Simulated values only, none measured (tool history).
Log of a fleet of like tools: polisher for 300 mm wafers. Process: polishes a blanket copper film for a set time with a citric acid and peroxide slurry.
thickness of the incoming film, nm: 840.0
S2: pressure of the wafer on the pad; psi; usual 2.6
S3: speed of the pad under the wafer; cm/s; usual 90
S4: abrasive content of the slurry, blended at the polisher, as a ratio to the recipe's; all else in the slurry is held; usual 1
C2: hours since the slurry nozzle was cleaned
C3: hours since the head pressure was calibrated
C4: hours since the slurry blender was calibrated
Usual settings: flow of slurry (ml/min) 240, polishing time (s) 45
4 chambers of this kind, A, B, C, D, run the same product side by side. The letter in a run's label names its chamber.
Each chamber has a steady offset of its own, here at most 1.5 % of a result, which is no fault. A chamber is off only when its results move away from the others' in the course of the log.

-- day=0.017 chamber C: worn pad replaced by a new one
run 1D day=0.150 | flow_of_slurry_(ml/min)=240 S2=2.6 S3=90 S4=1 polishing_time_(s)=45 | wafers_polished_on_this_pad=177 C2=562.7 C3=120.0 C4=80.2 | film_removed_(angstrom)=701.69
run 2C day=0.358 | flow_of_slurry_(ml/min)=240 S2=2.6 S3=90 S4=1 polishing_time_(s)=45 | wafers_polished_on_this_pad=106 C2=556.8 C3=125.6 C4=220.1 | film_removed_(angstrom)=698.75
run 3B day=0.525 | flow_of_slurry_(ml/min)=240 S2=2.6 S3=90 S4=1 polishing_time_(s)=45 | wafers_polished_on_this_pad=512 C2=224.2 C3=452.9 C4=280.9 | film_removed_(angstrom)=693.55
run 4A day=0.738 | flow_of_slurry_(ml/min)=240 S2=2.6 S3=90 S4=1 polishing_time_(s)=45 | wafers_polished_on_this_pad=566 C2=528.3 C3=822.6 C4=117.2 | film_removed_(angstrom)=700.78
-- day=0.821 chamber A: worn pad replaced by a new one
-- day=0.942 chamber B: worn pad replaced by a new one
run 5D day=0.954 | flow_of_slurry_(ml/min)=240 S2=2.6 S3=62 S4=1 polishing_time_(s)=45 | wafers_polished_on_this_pad=428 C2=582.0 C3=139.3 C4=99.5 | film_removed_(angstrom)=486.10
run 6C day=1.129 | flow_of_slurry_(ml/min)=240 S2=2.6 S3=62 S4=1 polishing_time_(s)=45 | wafers_polished_on_this_pad=347 C2=575.3 C3=144.1 C4=238.6 | film_removed_(angstrom)=474.45
run 7A day=1.246 | flow_of_slurry_(ml/min)=240 S2=2.6 S3=62 S4=1 polishing_time_(s)=45 | wafers_polished_on_this_pad=133 C2=540.5 C3=834.8 C4=129.4 | film_removed_(angstrom)=472.22
run 8B day=1.379 | flow_of_slurry_(ml/min)=240 S2=2.6 S3=62 S4=1 polishing_time_(s)=45 | wafers_polished_on_this_pad=137 C2=244.7 C3=473.4 C4=301.4 | film_removed_(angstrom)=484.57
-- day=1.383 chamber D: worn pad replaced by a new one
run 9A day=1.583 | flow_of_slurry_(ml/min)=240 S2=2.6 S3=90 S4=1 polishing_time_(s)=45 | wafers_polished_on_this_pad=238 C2=548.6 C3=842.9 C4=137.5 | film_removed_(angstrom)=689.96
run 10B day=1.721 | flow_of_slurry_(ml/min)=240 S2=2.6 S3=90 S4=1 polishing_time_(s)=45 | wafers_polished_on_this_pad=244 C2=252.9 C3=481.6 C4=309.6 | film_removed_(angstrom)=688.41
run 11D day=1.929 | flow_of_slurry_(ml/min)=240 S2=2.6 S3=90 S4=1 polishing_time_(s)=45 | wafers_polished_on_this_pad=170 C2=605.4 C3=162.7 C4=122.9 | film_removed_(angstrom)=697.03
-- day=1.979 chamber C: worn pad replaced by a new one
run 12C day=2.104 | flow_of_slurry_(ml/min)=240 S2=2.6 S3=70 S4=1 polishing_time_(s)=45 | wafers_polished_on_this_pad=39 C2=598.7 C3=167.5 C4=262.0 | film_removed_(angstrom)=542.77
run 13B day=2.225 | flow_of_slurry_(ml/min)=240 S2=2.6 S3=70 S4=1 polishing_time_(s)=45 | wafers_polished_on_this_pad=401 C2=265.0 C3=493.7 C4=321.7 | film_removed_(angstrom)=542.15
run 14C day=2.450 | flow_of_slurry_(ml/min)=240 S2=2.6 S3=70 S4=1 polishing_time_(s)=45 | wafers_polished_on_this_pad=147 C2=607.0 C3=175.8 C4=270.3 | film_removed_(angstrom)=535.86
run 15D day=2.562 | flow_of_slurry_(ml/min)=240 S2=2.6 S3=70 S4=1 polishing_time_(s)=45 | wafers_polished_on_this_pad=368 C2=620.6 C3=177.9 C4=138.1 | film_removed_(angstrom)=549.88
-- day=2.725 chamber B: worn pad replaced by a new one
run 16A day=2.779 | flow_of_slurry_(ml/min)=240 S2=2.6 S3=90 S4=1 polishing_time_(s)=45 | wafers_polished_on_this_pad=612 C2=577.3 C3=871.6 C4=166.2 | film_removed_(angstrom)=684.78
-- day=2.854 chamber A: worn pad replaced by a new one
-- day=2.883 chamber D: worn pad replaced by a new one
-- day=2.938 chamber D: slurry blender recalibrated
run 17C day=2.983 | flow_of_slurry_(ml/min)=240 S2=2.6 S3=90 S4=1 polishing_time_(s)=45 | wafers_polished_on_this_pad=313 C2=619.8 C3=188.6 C4=283.1 | film_removed_(angstrom)=684.67
run 18A day=3.192 | flow_of_slurry_(ml/min)=240 S2=2.6 S3=90 S4=1 polishing_time_(s)=45 | wafers_polished_on_this_pad=105 C2=587.2 C3=881.5 C4=176.1 | film_removed_(angstrom)=701.21
-- day=3.258 chamber B: slurry blender recalibrated
run 19D day=3.346 | flow_of_slurry_(ml/min)=240 S2=2.6 S3=90 S4=1 polishing_time_(s)=45 | wafers_polished_on_this_pad=144 C2=639.4 C3=196.7 C4=9.8 | film_removed_(angstrom)=693.01
-- day=3.400 chamber C: slurry blender recalibrated
run 20B day=3.571 | flow_of_slurry_(ml/min)=240 S2=2.6 S3=90 S4=1 polishing_time_(s)=45 | wafers_polished_on_this_pad=264 C2=297.3 C3=526.0 C4=7.6 | film_removed_(angstrom)=688.01
run 21B day=3.712 | flow_of_slurry_(ml/min)=240 S2=2.6 S3=90 S4=1 polishing_time_(s)=45 | wafers_polished_on_this_pad=308 C2=300.7 C3=529.4 C4=11.0 | film_removed_(angstrom)=689.43
run 22A day=3.812 | flow_of_slurry_(ml/min)=240 S2=2.6 S3=90 S4=1 polishing_time_(s)=45 | wafers_polished_on_this_pad=299 C2=602.1 C3=896.4 C4=191.0 | film_removed_(angstrom)=693.28
run 23D day=3.996 | flow_of_slurry_(ml/min)=240 S2=2.6 S3=90 S4=1 polishing_time_(s)=45 | wafers_polished_on_this_pad=347 C2=655.0 C3=212.3 C4=25.4 | film_removed_(angstrom)=696.04
-- day=4.183 chamber C: worn pad replaced by a new one
run 24C day=4.196 | flow_of_slurry_(ml/min)=240 S2=2.6 S3=90 S4=1 polishing_time_(s)=45 | wafers_polished_on_this_pad=4 C2=648.9 C3=217.7 C4=19.1 | film_removed_(angstrom)=684.15
run 25B day=4.300 | flow_of_slurry_(ml/min)=240 S2=2.6 S3=90 S4=1 polishing_time_(s)=45 | wafers_polished_on_this_pad=491 C2=314.8 C3=543.5 C4=25.1 | film_removed_(angstrom)=688.82
run 26D day=4.475 | flow_of_slurry_(ml/min)=240 S2=2.6 S3=90 S4=1 polishing_time_(s)=45 | wafers_polished_on_this_pad=497 C2=666.5 C3=223.8 C4=36.9 | film_removed_(angstrom)=699.69
-- day=4.517 chamber D: worn pad replaced by a new one
run 27C day=4.596 | flow_of_slurry_(ml/min)=240 S2=2.6 S3=90 S4=1 polishing_time_(s)=45 | wafers_polished_on_this_pad=129 C2=658.5 C3=227.3 C4=28.7 | film_removed_(angstrom)=686.26
run 28A day=4.696 | flow_of_slurry_(ml/min)=240 S2=2.6 S3=90 S4=1 polishing_time_(s)=45 | wafers_polished_on_this_pad=575 C2=623.3 C3=917.6 C4=212.2 | film_removed_(angstrom)=690.92
-- day=4.821 chamber B: worn pad replaced by a new one
-- day=4.862 chamber A: worn pad replaced by a new one
run 29B day=4.875 | flow_of_slurry_(ml/min)=240 S2=2.6 S3=90 S4=1 polishing_time_(s)=45 | wafers_polished_on_this_pad=17 C2=328.6 C3=557.3 C4=38.9 | film_removed_(angstrom)=692.25
-- day=4.896 chamber C: slurry nozzle cleaned
run 30A day=5.100 | flow_of_slurry_(ml/min)=240 S2=2.6 S3=90 S4=1 polishing_time_(s)=45 | wafers_polished_on_this_pad=74 C2=633.0 C3=927.3 C4=221.9 | film_removed_(angstrom)=681.82
run 31C day=5.250 | flow_of_slurry_(ml/min)=240 S2=2.6 S3=90 S4=1 polishing_time_(s)=45 | wafers_polished_on_this_pad=333 C2=8.6 C3=243.0 C4=44.4 | film_removed_(angstrom)=686.88
run 32D day=5.471 | flow_of_slurry_(ml/min)=240 S2=2.6 S3=90 S4=1 polishing_time_(s)=45 | wafers_polished_on_this_pad=298 C2=690.4 C3=247.7 C4=60.8 | film_removed_(angstrom)=700.10

Is one chamber off against the others, does the gauge drift, or is nothing wrong? If a chamber is off, say which, and what the likeliest cause is.

No chamber stands off beyond its own small offset, and the gauge holds steady.
